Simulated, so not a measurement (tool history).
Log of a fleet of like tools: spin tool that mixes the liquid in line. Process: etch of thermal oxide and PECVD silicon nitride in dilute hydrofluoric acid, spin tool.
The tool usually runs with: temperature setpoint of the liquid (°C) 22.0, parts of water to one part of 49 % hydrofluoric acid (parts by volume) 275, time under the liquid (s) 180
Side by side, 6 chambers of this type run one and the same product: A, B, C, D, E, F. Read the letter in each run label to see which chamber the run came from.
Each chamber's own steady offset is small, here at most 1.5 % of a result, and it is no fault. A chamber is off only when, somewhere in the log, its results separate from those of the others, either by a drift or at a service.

run   hour  temperature setpoint of the liquid (°C)  parts of water to one part of 49 % hydrofluoric acid (parts by volume)  time under the liquid (s)  hours since the thermometer was replaced  hours since the hydrofluoric acid flow meter was replaced  read-back film thickness of the thermal oxide reference wafer, read on the same gauge (nm)  read-back film thickness of the PECVD silicon nitride reference wafer, read on the same gauge (nm)  thickness taken off the thermal oxide on a monitor wafer (Å)  thickness taken off the PECVD silicon nitride on a monitor wafer (Å)
 1F    4.1                                     22.0                                                                     275                        180                                    2216.8                                                      140.9                                                                                      90.007                                                                                              120.00                                                        25.837                                                                28.334
 2A    8.7                                     22.0                                                                     275                        180                                    1875.5                                                     1676.3                                                                                      89.984                                                                                              119.99                                                        25.437                                                                27.532
 3D   13.3                                     22.0                                                                     275                        180                                    1865.9                                                      167.1                                                                                      89.942                                                                                              120.00                                                        25.643                                                                26.773
 4B   18.9                                     22.0                                                                     275                        180                                     226.2                                                     1148.3                                                                                      90.008                                                                                              120.00                                                        25.407                                                                26.680
 5E   24.0                                     22.0                                                                     275                        180                                      69.5                                                      539.3                                                                                      89.970                                                                                              120.00                                                        25.489                                                                26.045
 6C   29.9                                     22.0                                                                     275                        180                                     353.7                                                     2145.2                                                                                      90.023                                                                                              119.99                                                        25.420                                                                26.307
 7C   37.9                                     22.0                                                                     370                        265                                     361.7                                                     2153.2                                                                                      90.006                                                                                              120.00                                                        25.475                                                                29.395
 8A   45.7                                     22.0                                                                     370                        265                                    1912.5                                                     1713.3                                                                                      89.995                                                                                              120.02                                                        25.911                                                                29.609
 9D   51.3                                     22.0                                                                     370                        265                                    1903.9                                                      205.1                                                                                      90.006                                                                                              120.01                                                        25.822                                                                30.021
10E   55.9                                     22.0                                                                     370                        265                                     101.4                                                      571.2                                                                                      90.029                                                                                              119.99                                                        25.470                                                                29.159
      56.6  -- chamber E: hydrofluoric acid flow meter replaced
11F   61.0                                     22.0                                                                     370                        265                                    2273.7                                                      197.8                                                                                      90.051                                                                                              120.01                                                        25.306                                                                30.820
12B   66.5                                     22.0                                                                     370                        265                                     273.8                                                     1195.9                                                                                      90.001                                                                                              119.97                                                        25.516                                                                29.682
13D   72.7                                     22.0                                                                     275                        180                                    1925.3                                                      226.5                                                                                      90.011                                                                                              120.00                                                        25.306                                                                26.652
14E   80.3                                     22.0                                                                     275                        180                                     125.8                                                       23.7                                                                                      90.031                                                                                              120.00                                                        25.344                                                                26.463
15B   85.7                                     22.0                                                                     275                        180                                     293.0                                                     1215.1                                                                                      89.986                                                                                              119.99                                                        25.242                                                                26.714
16C   93.5                                     22.0                                                                     275                        180                                     417.3                                                     2208.8                                                                                      89.974                                                                                              119.99                                                        25.667                                                                27.188
17F   97.9                                     22.0                                                                     275                        180                                    2310.6                                                      234.7                                                                                      89.967                                                                                              120.00                                                        25.136                                                                27.923
18A  102.6                                     22.0                                                                     275                        180                                    1969.4                                                     1770.2                                                                                      90.038                                                                                              120.01                                                        25.652                                                                26.193
     106.3  -- chamber C: hydrofluoric acid flow meter replaced
19B  108.7                                     22.0                                                                     275                        180                                     316.0                                                     1238.1                                                                                      89.949                                                                                              120.01                                                        25.264                                                                26.751
20D  115.7                                     22.0                                                                     275                        180                                    1968.3                                                      269.5                                                                                      90.016                                                                                              120.01                                                        25.400                                                                27.251
21F  122.4                                     19.0                                                                     275                        180                                    2335.1                                                      259.2                                                                                      89.995                                                                                              120.00                                                        22.615                                                                22.568
22E  126.4                                     19.0                                                                     275                        180                                     171.9                                                       69.8                                                                                      90.007                                                                                              120.00                                                        22.819                                                                22.213
23A  132.3                                     19.0                                                                     275                        180                                    1999.1                                                     1799.9                                                                                      90.034                                                                                              120.01                                                        22.880                                                                22.732
24C  137.3                                     19.0                                                                     275                        180                                     461.1                                                       31.1                                                                                      90.011                                                                                              120.01                                                        23.278                                                                23.407
25D  144.3                                     19.0                                                                     275                        180                                    1996.9                                                      298.1                                                                                      90.008                                                                                              120.00                                                        22.532                                                                22.677
26A  148.6                                     19.0                                                                     275                        180                                    2015.4                                                     1816.2                                                                                      90.004                                                                                              120.00                                                        22.976                                                                22.645
27E  154.9                                     18.5                                                                     345                        180                                     200.4                                                       98.3                                                                                      89.979                                                                                              119.99                                                        16.857                                                                17.152
28F  159.7                                     18.5                                                                     345                        180                                    2372.4                                                      296.5                                                                                      90.055                                                                                              119.99                                                        16.753                                                                17.468
29B  166.4                                     18.5                                                                     345                        180                                     373.7                                                     1295.8                                                                                      89.973                                                                                              120.01                                                        16.850                                                                16.958
30C  174.5                                     18.5                                                                     345                        180                                     498.3                                                       68.3                                                                                      90.019                                                                                              120.01                                                        17.338                                                                18.778
31E  180.0                                     18.5                                                                     345                        180                                     225.5                                                      123.4                                                                                      90.040                                                                                              120.00                                                        16.925                                                                17.314
32D  188.1                                     18.5                                                                     345                        180                                    2040.7                                                      341.9                                                                                      89.986                                                                                              120.01                                                        17.086                                                                17.334
33B  192.9                                     22.0                                                                     275                        180                                     400.2                                                     1322.3                                                                                      89.967                                                                                              120.00                                                        25.518                                                                27.142
34A  200.8                                     22.0                                                                     275                         85                                    2067.6                                                     1868.4                                                                                      89.989                                                                                              119.99                                                        12.066                                                                12.710
35C  207.9                                     22.0                                                                     275                         85                                     531.7                                                      101.7                                                                                      89.951                                                                                              119.98                                                        12.645                                                                13.988
36F  214.8                                     22.0                                                                     275                         85                                    2427.5                                                      351.6                                                                                      89.951                                                                                              120.00                                                        12.014                                                                12.623
37E  221.8                                     22.0                                                                     275                         85                                     267.3                                                      165.2                                                                                      90.016                                                                                              120.01                                                        11.961                                                                12.408
38C  226.0                                     22.0                                                                     275                         85                                     549.8                                                      119.8                                                                                      89.980                                                                                              120.00                                                        12.791                                                                14.190
39A  234.3                                     22.0                                                                     275                         85                                    2101.1                                                     1901.9                                                                                      89.980                                                                                              119.98                                                        12.103                                                                12.703

Next, every chamber runs the same settings. What will each give?
40A  240.4                                     22.0                                                                     275                        180                                                                                                                                                                                                                                                                                                                                                                  ?                                                                     ?
40B  240.4                                     22.0                                                                     275                        180                                                                                                                                                                                                                                                                                                                                                                  ?                                                                     ?
40C  240.4                                     22.0                                                                     275                        180                                                                                                                                                                                                                                                                                                                                                                  ?                                                                     ?
40D  240.4                                     22.0                                                                     275                        180                                                                                                                                                                                                                                                                                                                                                                  ?                                                                     ?
40E  240.4                                     22.0                                                                     275                        180                                                                                                                                                                                                                                                                                                                                                                  ?                                                                     ?
40F  240.4                                     22.0                                                                     275                        180                                                                                                                                                                                                                                                                                                                                                                  ?                                                                     ?

run  thickness taken off the thermal oxide on a monitor wafer (Å)  thickness taken off the PECVD silicon nitride on a monitor wafer (Å)
40A                                                        25.515                                                                26.677
40B                                                        25.972                                                                26.782
40C                                                        26.648                                                                30.515
40D                                                        25.515                                                                27.340
40E                                                        25.612                                                                26.408
40F                                                        25.336                                                                27.716
